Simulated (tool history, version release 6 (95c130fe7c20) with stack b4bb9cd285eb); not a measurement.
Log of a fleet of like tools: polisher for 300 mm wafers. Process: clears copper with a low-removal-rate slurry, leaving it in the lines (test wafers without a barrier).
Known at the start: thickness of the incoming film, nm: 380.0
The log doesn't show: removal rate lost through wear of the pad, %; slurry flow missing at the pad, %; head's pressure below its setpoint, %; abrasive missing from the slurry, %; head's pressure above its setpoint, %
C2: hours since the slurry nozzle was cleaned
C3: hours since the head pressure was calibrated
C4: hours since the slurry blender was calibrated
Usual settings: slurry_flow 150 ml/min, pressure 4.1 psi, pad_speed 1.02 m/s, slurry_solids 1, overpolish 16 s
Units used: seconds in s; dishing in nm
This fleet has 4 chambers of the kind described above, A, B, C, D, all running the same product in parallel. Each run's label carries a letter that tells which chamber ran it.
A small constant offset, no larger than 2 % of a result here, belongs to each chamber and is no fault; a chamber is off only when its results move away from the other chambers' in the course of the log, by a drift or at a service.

{"run": "1C", "hour": 12.8, "slurry_flow": 150, "pressure": 4.1, "pad_speed": 1.02, "slurry_solids": 1, "overpolish": 16, "wafers polished on this pad": 1314, "C2": 235, "C3": 118.3, "C4": 109.4, "seconds": 79.669, "dishing": 55.345}
{"run": "2B", "hour": 21.5, "slurry_flow": 150, "pressure": 4.1, "pad_speed": 1.02, "slurry_solids": 1, "overpolish": 16, "wafers polished on this pad": 263, "C2": 30, "C3": 187.6, "C4": 87.2, "seconds": 76.132, "dishing": 53.907}
{"hour": 25.2, "done": "chamber C: worn pad replaced by a new one"}
{"hour": 28.8, "done": "chamber A: slurry blender recalibrated"}
{"run": "3D", "hour": 31.8, "slurry_flow": 150, "pressure": 4.1, "pad_speed": 1.02, "slurry_solids": 1, "overpolish": 16, "wafers polished on this pad": 440, "C2": 174.9, "C3": 436, "C4": 262.8, "seconds": 73.874, "dishing": 54.111}
{"hour": 41.7, "done": "chamber D: slurry blender recalibrated"}
{"hour": 43.7, "done": "chamber C: slurry nozzle cleaned"}
{"run": "4A", "hour": 45.0, "slurry_flow": 150, "pressure": 4.1, "pad_speed": 1.02, "slurry_solids": 1, "overpolish": 16, "wafers polished on this pad": 944, "C2": 237.6, "C3": 732.7, "C4": 16.2, "seconds": 74.137, "dishing": 54.372}
{"run": "5C", "hour": 59.7, "slurry_flow": 150, "pressure": 4.1, "pad_speed": 1.02, "slurry_solids": 1, "overpolish": 16, "wafers polished on this pad": 422, "C2": 16, "C3": 165.2, "C4": 156.3, "seconds": 77.048, "dishing": 52.699}
{"hour": 66.6, "done": "chamber C: slurry blender recalibrated"}
{"run": "6D", "hour": 67.1, "slurry_flow": 150, "pressure": 4.1, "pad_speed": 1.02, "slurry_solids": 1, "overpolish": 16, "wafers polished on this pad": 871, "C2": 210.2, "C3": 471.3, "C4": 25.4, "seconds": 75.218, "dishing": 54.007}
{"run": "7B", "hour": 81.6, "slurry_flow": 150, "pressure": 4.1, "pad_speed": 1.02, "slurry_solids": 1, "overpolish": 16, "wafers polished on this pad": 998, "C2": 90.1, "C3": 247.7, "C4": 147.3, "seconds": 74.813, "dishing": 53.983}
{"hour": 84.8, "done": "chamber D: worn pad replaced by a new one"}
{"hour": 86.1, "done": "chamber B: worn pad replaced by a new one"}
{"hour": 88.9, "done": "chamber A: worn pad replaced by a new one"}
{"run": "8A", "hour": 91.8, "slurry_flow": 150, "pressure": 4.1, "pad_speed": 1.02, "slurry_solids": 1, "overpolish": 16, "wafers polished on this pad": 35, "C2": 284.4, "C3": 779.5, "C4": 63, "seconds": 74.949, "dishing": 54.257}
{"run": "9A", "hour": 100.8, "slurry_flow": 150, "pressure": 4.1, "pad_speed": 1.02, "slurry_solids": 1, "overpolish": 16, "wafers polished on this pad": 145, "C2": 293.4, "C3": 788.5, "C4": 72, "seconds": 76.963, "dishing": 52.944}
{"run": "10C", "hour": 115.5, "slurry_flow": 150, "pressure": 4.1, "pad_speed": 1.02, "slurry_solids": 1, "overpolish": 16, "wafers polished on this pad": 1104, "C2": 71.8, "C3": 221, "C4": 49, "seconds": 77.385, "dishing": 55.281}
{"run": "11D", "hour": 124.3, "slurry_flow": 150, "pressure": 4.1, "pad_speed": 1.02, "slurry_solids": 1, "overpolish": 16, "wafers polished on this pad": 484, "C2": 267.4, "C3": 528.5, "C4": 82.6, "seconds": 77.465, "dishing": 54.531}
{"hour": 132.3, "done": "chamber C: worn pad replaced by a new one"}
{"run": "12B", "hour": 137.6, "slurry_flow": 150, "pressure": 4.1, "pad_speed": 1.02, "slurry_solids": 1, "overpolish": 16, "wafers polished on this pad": 630, "C2": 146.1, "C3": 303.7, "C4": 203.3, "seconds": 76.286, "dishing": 53.052}
{"run": "13A", "hour": 148.5, "slurry_flow": 185, "pressure": 4.1, "pad_speed": 1.38, "slurry_solids": 1, "overpolish": 16, "wafers polished on this pad": 728, "C2": 341.1, "C3": 836.2, "C4": 119.7, "seconds": 54.477, "dishing": 68.65}
{"hour": 158.8, "done": "chamber B: worn pad replaced by a new one"}
{"run": "14B", "hour": 162.0, "slurry_flow": 185, "pressure": 4.1, "pad_speed": 1.38, "slurry_solids": 1, "overpolish": 16, "wafers polished on this pad": 39, "C2": 170.5, "C3": 328.1, "C4": 227.7, "seconds": 53.507, "dishing": 70.588}
{"hour": 165.9, "done": "chamber D: worn pad replaced by a new one"}
{"run": "15D", "hour": 169.2, "slurry_flow": 185, "pressure": 4.1, "pad_speed": 1.38, "slurry_solids": 1, "overpolish": 16, "wafers polished on this pad": 41, "C2": 312.3, "C3": 573.4, "C4": 127.5, "seconds": 53.173, "dishing": 68.504}
{"run": "16C", "hour": 183.5, "slurry_flow": 185, "pressure": 4.1, "pad_speed": 1.38, "slurry_solids": 1, "overpolish": 16, "wafers polished on this pad": 626, "C2": 139.8, "C3": 289, "C4": 117, "seconds": 54.092, "dishing": 71.081}
{"hour": 194.7, "done": "chamber D: head pressure recalibrated"}
{"run": "17A", "hour": 197.7, "slurry_flow": 150, "pressure": 4.1, "pad_speed": 1.02, "slurry_solids": 1, "overpolish": 16, "wafers polished on this pad": 1330, "C2": 390.3, "C3": 885.4, "C4": 168.9, "seconds": 76.694, "dishing": 51.694}
{"hour": 201.1, "done": "chamber B: slurry nozzle cleaned"}
{"hour": 207.0, "done": "chamber A: worn pad replaced by a new one"}
{"run": "18C", "hour": 212.6, "slurry_flow": 150, "pressure": 4.1, "pad_speed": 1.02, "slurry_solids": 1, "overpolish": 16, "wafers polished on this pad": 981, "C2": 168.9, "C3": 318.1, "C4": 146.1, "seconds": 75.606, "dishing": 52.465}
{"hour": 217.6, "done": "chamber A: head pressure recalibrated"}
{"run": "19B", "hour": 220.2, "slurry_flow": 150, "pressure": 4.1, "pad_speed": 1.02, "slurry_solids": 1, "overpolish": 16, "wafers polished on this pad": 751, "C2": 19.1, "C3": 386.3, "C4": 285.9, "seconds": 74.344, "dishing": 56.341}
{"run": "20D", "hour": 228.4, "slurry_flow": 150, "pressure": 4.1, "pad_speed": 1.02, "slurry_solids": 1, "overpolish": 16, "wafers polished on this pad": 764, "C2": 371.5, "C3": 33.7, "C4": 186.7, "seconds": 74.841, "dishing": 52.246}
{"hour": 235.6, "done": "chamber C: slurry blender recalibrated"}
{"hour": 236.7, "done": "chamber B: worn pad replaced by a new one"}
{"hour": 238.0, "done": "chamber D: worn pad replaced by a new one"}
{"run": "21D", "hour": 242.3, "slurry_flow": 150, "pressure": 4.1, "pad_speed": 1.02, "slurry_solids": 1, "overpolish": 16, "wafers polished on this pad": 52, "C2": 385.4, "C3": 47.6, "C4": 200.6, "seconds": 74.483, "dishing": 53}
{"hour": 245.2, "done": "chamber C: worn pad replaced by a new one"}
{"run": "22C", "hour": 255.0, "slurry_flow": 150, "pressure": 4.1, "pad_speed": 1.02, "slurry_solids": 1, "overpolish": 16, "wafers polished on this pad": 120, "C2": 211.3, "C3": 360.5, "C4": 19.4, "seconds": 76.643, "dishing": 54.725}
{"run": "23B", "hour": 265.8, "slurry_flow": 150, "pressure": 4.1, "pad_speed": 1.02, "slurry_solids": 1, "overpolish": 16, "wafers polished on this pad": 356, "C2": 64.7, "C3": 431.9, "C4": 331.5, "seconds": 76.204, "dishing": 54.382}
{"run": "24A", "hour": 275.4, "slurry_flow": 150, "pressure": 4.1, "pad_speed": 1.02, "slurry_solids": 1, "overpolish": 16, "wafers polished on this pad": 836, "C2": 468, "C3": 57.8, "C4": 246.6, "seconds": 82.725, "dishing": 48.542}
{"run": "25A", "hour": 285.0, "slurry_flow": 150, "pressure": 4.1, "pad_speed": 1.02, "slurry_solids": 1, "overpolish": 16, "wafers polished on this pad": 953, "C2": 477.6, "C3": 67.4, "C4": 256.2, "seconds": 84.982, "dishing": 46.637}
{"run": "26B", "hour": 298.7, "slurry_flow": 150, "pressure": 4.1, "pad_speed": 1.02, "slurry_solids": 1, "overpolish": 16, "wafers polished on this pad": 758, "C2": 97.6, "C3": 464.8, "C4": 364.4, "seconds": 74.616, "dishing": 53.051}
{"run": "27D", "hour": 309.3, "slurry_flow": 150, "pressure": 4.1, "pad_speed": 1.36, "slurry_solids": 1, "overpolish": 6, "wafers polished on this pad": 871, "C2": 452.4, "C3": 114.6, "C4": 267.6, "seconds": 56.191, "dishing": 29.678}
{"hour": 309.9, "done": "chamber A: worn pad replaced by a new one"}
{"hour": 313.2, "done": "chamber D: worn pad replaced by a new one"}
{"hour": 316.7, "done": "chamber A: slurry nozzle cleaned"}
{"run": "28C", "hour": 320.4, "slurry_flow": 150, "pressure": 4.1, "pad_speed": 1.36, "slurry_solids": 1, "overpolish": 6, "wafers polished on this pad": 920, "C2": 276.7, "C3": 425.9, "C4": 84.8, "seconds": 57.399, "dishing": 29.12}
{"hour": 322.9, "done": "chamber B: worn pad replaced by a new one"}
{"run": "29B", "hour": 335.4, "slurry_flow": 150, "pressure": 4.1, "pad_speed": 1.36, "slurry_solids": 1, "overpolish": 6, "wafers polished on this pad": 152, "C2": 134.3, "C3": 501.5, "C4": 401.1, "seconds": 58.157, "dishing": 28.231}
{"hour": 341.2, "done": "chamber C: slurry nozzle cleaned"}
{"hour": 342.0, "done": "chamber D: slurry blender recalibrated"}
{"run": "30D", "hour": 344.1, "slurry_flow": 150, "pressure": 4.1, "pad_speed": 1.36, "slurry_solids": 1, "overpolish": 6, "wafers polished on this pad": 378, "C2": 487.2, "C3": 149.4, "C4": 2.2, "seconds": 55.227, "dishing": 29.317}
{"hour": 352.7, "done": "chamber C: worn pad replaced by a new one"}
{"run": "31C", "hour": 356.2, "slurry_flow": 200, "pressure": 4.1, "pad_speed": 1.02, "slurry_solids": 1, "overpolish": 16, "wafers polished on this pad": 43, "C2": 15, "C3": 461.7, "C4": 120.6, "seconds": 75.054, "dishing": 53.374}
{"run": "32A", "hour": 366.0, "slurry_flow": 200, "pressure": 4.1, "pad_speed": 1.02, "slurry_solids": 1, "overpolish": 16, "wafers polished on this pad": 686, "C2": 49.4, "C3": 148.4, "C4": 337.2, "seconds": 81.06, "dishing": 49.792}
{"hour": 368.5, "done": "chamber A: slurry blender recalibrated"}
{"run": "33B", "hour": 380.2, "slurry_flow": 200, "pressure": 4.1, "pad_speed": 1.02, "slurry_solids": 1, "overpolish": 16, "wafers polished on this pad": 700, "C2": 179.1, "C3": 546.3, "C4": 445.9, "seconds": 74.724, "dishing": 55.707}
{"run": "34C", "hour": 395.4, "slurry_flow": 200, "pressure": 4.1, "pad_speed": 1.02, "slurry_solids": 1, "overpolish": 16, "wafers polished on this pad": 522, "C2": 54.2, "C3": 500.9, "C4": 159.8, "seconds": 74.844, "dishing": 56.811}
{"run": "35A", "hour": 406.6, "slurry_flow": 150, "pressure": 4.1, "pad_speed": 1.02, "slurry_solids": 1, "overpolish": 16, "wafers polished on this pad": 1183, "C2": 90, "C3": 189, "C4": 38.1, "seconds": 87.214, "dishing": 48.486}

Which is it: a chamber that has drifted or been left off by a service, a gauge drift common to all chambers, or only each chamber's usual small offset? If a chamber is off, name it and its likeliest cause.

The work done on chamber A during a service left it standing apart from the others.
What lies behind it: head's pressure below its setpoint, % = 12.

Chamber A could run next with any of the 4 candidate recipes listed below; each alters the usual settings, and their results appear as question marks. Which one brings its results back in line with what the other chambers deliver on the usual settings?
Allowed miss from the other chambers' usual-settings mean, per result, to count as in line: seconds 4.8 s; dishing 4.6 nm
{"run": "36A-1", "hour": 417.7, "slurry_flow": 150, "pressure": 3.9, "pad_speed": 0.96, "slurry_solids": 1, "overpolish": 16, "seconds": "?", "dishing": "?"}
{"run": "36A-2", "hour": 417.7, "slurry_flow": 145, "pressure": 3.7, "pad_speed": 0.92, "slurry_solids": 1, "overpolish": 15, "seconds": "?", "dishing": "?"}
{"run": "36A-3", "hour": 417.7, "slurry_flow": 150, "pressure": 4.3, "pad_speed": 1.08, "slurry_solids": 1, "overpolish": 16, "seconds": "?", "dishing": "?"}
{"run": "36A-4", "hour": 417.7, "slurry_flow": 155, "pressure": 4.6, "pad_speed": 1.14, "slurry_solids": 1, "overpolish": 16, "seconds": "?", "dishing": "?"}

Mean of the other chambers on the usual settings: seconds 75.843 s; dishing 54.16 nm
run=36A-1 seconds=95.127 dishing=43.467
run=36A-2 seconds=105.23 dishing=37.543
run=36A-3 seconds=76.736 dishing=52.435
run=36A-4 seconds=67.593 dishing=58.467
The right change is 36A-3: it brings the chamber back within the allowed miss of the others.

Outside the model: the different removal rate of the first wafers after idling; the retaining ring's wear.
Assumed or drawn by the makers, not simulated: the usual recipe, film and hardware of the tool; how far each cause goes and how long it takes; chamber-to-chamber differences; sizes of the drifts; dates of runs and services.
